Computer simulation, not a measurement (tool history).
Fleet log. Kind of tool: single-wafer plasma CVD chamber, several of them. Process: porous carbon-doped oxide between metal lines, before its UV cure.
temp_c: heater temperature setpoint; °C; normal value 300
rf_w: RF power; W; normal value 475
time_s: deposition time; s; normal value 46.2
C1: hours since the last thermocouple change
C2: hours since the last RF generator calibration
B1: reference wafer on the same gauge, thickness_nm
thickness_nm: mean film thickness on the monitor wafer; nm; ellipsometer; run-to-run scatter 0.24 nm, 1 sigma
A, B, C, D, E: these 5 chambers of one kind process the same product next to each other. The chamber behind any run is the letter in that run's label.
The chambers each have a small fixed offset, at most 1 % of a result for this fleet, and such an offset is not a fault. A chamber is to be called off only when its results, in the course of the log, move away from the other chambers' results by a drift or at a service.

Run 1E, hour 4.3: usual settings; C1 551.0; C2 1034.4; B1 251.91. Result: thickness_nm 236.07 nm.
Run 2C, hour 8.1: usual settings; C1 742.0; C2 1813.7; B1 252.02. Result: thickness_nm 239.42 nm.
Run 3B, hour 12.7: usual settings; C1 172.1; C2 1580.7; B1 251.89. Result: thickness_nm 238.02 nm.
Run 4A, hour 16.6: usual settings; C1 1391.1; C2 1061.6; B1 252.01. Result: thickness_nm 239.81 nm.
Run 5D, hour 23.1: usual settings but rf_w 520 W, time_s 40.9 s; C1 40.4; C2 494.3; B1 251.92. Result: thickness_nm 226.35 nm.
Run 6E, hour 27.7: usual settings but rf_w 520 W, time_s 40.9 s; C1 574.4; C2 1057.8; B1 251.80. Result: thickness_nm 222.56 nm.
Run 7B, hour 34.3: usual settings but rf_w 520 W, time_s 40.9 s; C1 193.7; C2 1602.3; B1 251.81. Result: thickness_nm 224.70 nm.
Run 8D, hour 39.7: usual settings but rf_w 520 W, time_s 40.9 s; C1 57.0; C2 510.9; B1 251.77. Result: thickness_nm 226.29 nm.
Run 9A, hour 45.7: usual settings but rf_w 520 W, time_s 40.9 s; C1 1420.2; C2 1090.7; B1 251.71. Result: thickness_nm 226.20 nm.
Run 10C, hour 48.9: usual settings; C1 782.8; C2 1854.5; B1 251.70. Result: thickness_nm 239.53 nm.
Run 11C, hour 55.0: usual settings; C1 788.9; C2 1860.6; B1 251.65. Result: thickness_nm 239.70 nm.
Run 12A, hour 60.3: usual settings; C1 1434.8; C2 1105.3; B1 251.66. Result: thickness_nm 239.64 nm.
Run 13E, hour 63.7: usual settings; C1 610.4; C2 1093.8; B1 251.62. Result: thickness_nm 235.91 nm.
Run 14B, hour 67.4: usual settings; C1 226.8; C2 1635.4; B1 251.66. Result: thickness_nm 238.30 nm.
Run 15D, hour 71.6: usual settings but temp_c 308 °C, time_s 53.6 s; C1 88.9; C2 542.8; B1 251.64. Result: thickness_nm 265.44 nm.
Run 16A, hour 74.6: usual settings but temp_c 308 °C, time_s 53.6 s; C1 1449.1; C2 1119.6; B1 251.59. Result: thickness_nm 264.63 nm.
Run 17B, hour 78.3: usual settings but temp_c 308 °C, time_s 53.6 s; C1 237.7; C2 1646.3; B1 251.58. Result: thickness_nm 263.09 nm.
Run 18E, hour 82.5: usual settings but temp_c 308 °C, time_s 53.6 s; C1 629.2; C2 1112.6; B1 251.51. Result: thickness_nm 260.75 nm.
Run 19C, hour 88.9: usual settings but temp_c 308 °C, time_s 53.6 s; C1 822.8; C2 1894.5; B1 251.47. Result: thickness_nm 265.16 nm.
Run 20D, hour 91.9: usual settings; C1 109.2; C2 563.1; B1 251.54. Result: thickness_nm 239.41 nm.
Run 21A, hour 97.9: usual settings; C1 1472.4; C2 1142.9; B1 251.45. Result: thickness_nm 239.74 nm.
Run 22B, hour 102.5: usual settings; C1 261.9; C2 1670.5; B1 251.39. Result: thickness_nm 237.92 nm.
Run 23D, hour 105.6: usual settings; C1 122.9; C2 576.8; B1 251.40. Result: thickness_nm 238.85 nm.
Run 24E, hour 110.7: usual settings; C1 657.4; C2 1140.8; B1 251.36. Result: thickness_nm 235.20 nm.
Run 25C, hour 116.8: usual settings; C1 850.7; C2 1922.4; B1 251.37. Result: thickness_nm 239.14 nm.
Run 26A, hour 123.2: usual settings; C1 1497.7; C2 1168.2; B1 251.20. Result: thickness_nm 239.97 nm.
Run 27C, hour 126.1: usual settings; C1 860.0; C2 1931.7; B1 251.24. Result: thickness_nm 239.46 nm.
Run 28E, hour 129.6: usual settings; C1 676.3; C2 1159.7; B1 251.28. Result: thickness_nm 235.20 nm.
Run 29D, hour 134.2: usual settings; C1 151.5; C2 605.4; B1 251.26. Result: thickness_nm 239.00 nm.
Run 30B, hour 137.4: usual settings; C1 296.8; C2 1705.4; B1 251.18. Result: thickness_nm 237.72 nm.
Run 31D, hour 142.0: usual settings but temp_c 305 °C; C1 159.3; C2 613.2; B1 251.27. Result: thickness_nm 232.84 nm.
Run 32B, hour 145.2: usual settings but temp_c 305 °C; C1 304.6; C2 1713.2; B1 251.16. Result: thickness_nm 230.20 nm.
Run 33E, hour 148.9: usual settings but temp_c 305 °C; C1 695.6; C2 1179.0; B1 251.14. Result: thickness_nm 228.84 nm.
Run 34A, hour 153.7: usual settings but temp_c 305 °C; C1 1528.2; C2 1198.7; B1 251.17. Result: thickness_nm 232.26 nm.
Run 35C, hour 159.7: usual settings but temp_c 305 °C; C1 893.6; C2 1965.3; B1 251.09. Result: thickness_nm 232.28 nm.
Run 36A, hour 164.2: usual settings; C1 1538.7; C2 1209.2; B1 251.03. Result: thickness_nm 239.34 nm.
Run 37D, hour 169.2: usual settings; C1 186.5; C2 640.4; B1 251.02. Result: thickness_nm 238.93 nm.
Run 38C, hour 175.8: usual settings; C1 909.7; C2 1981.4; B1 250.98. Result: thickness_nm 239.04 nm.
Run 39B, hour 179.5: usual settings; C1 338.9; C2 1747.5; B1 250.96. Result: thickness_nm 237.25 nm.

Does one chamber stand apart from the rest, does the shared gauge drift, or is all well apart from small per-chamber offsets? Give the chamber and the most likely cause, where there is one.

No chamber is off; the gauge reading every chamber's wafers drifts, which makes the whole fleet appear to move together.
Cause: gauge reads low (%) = 0.42.
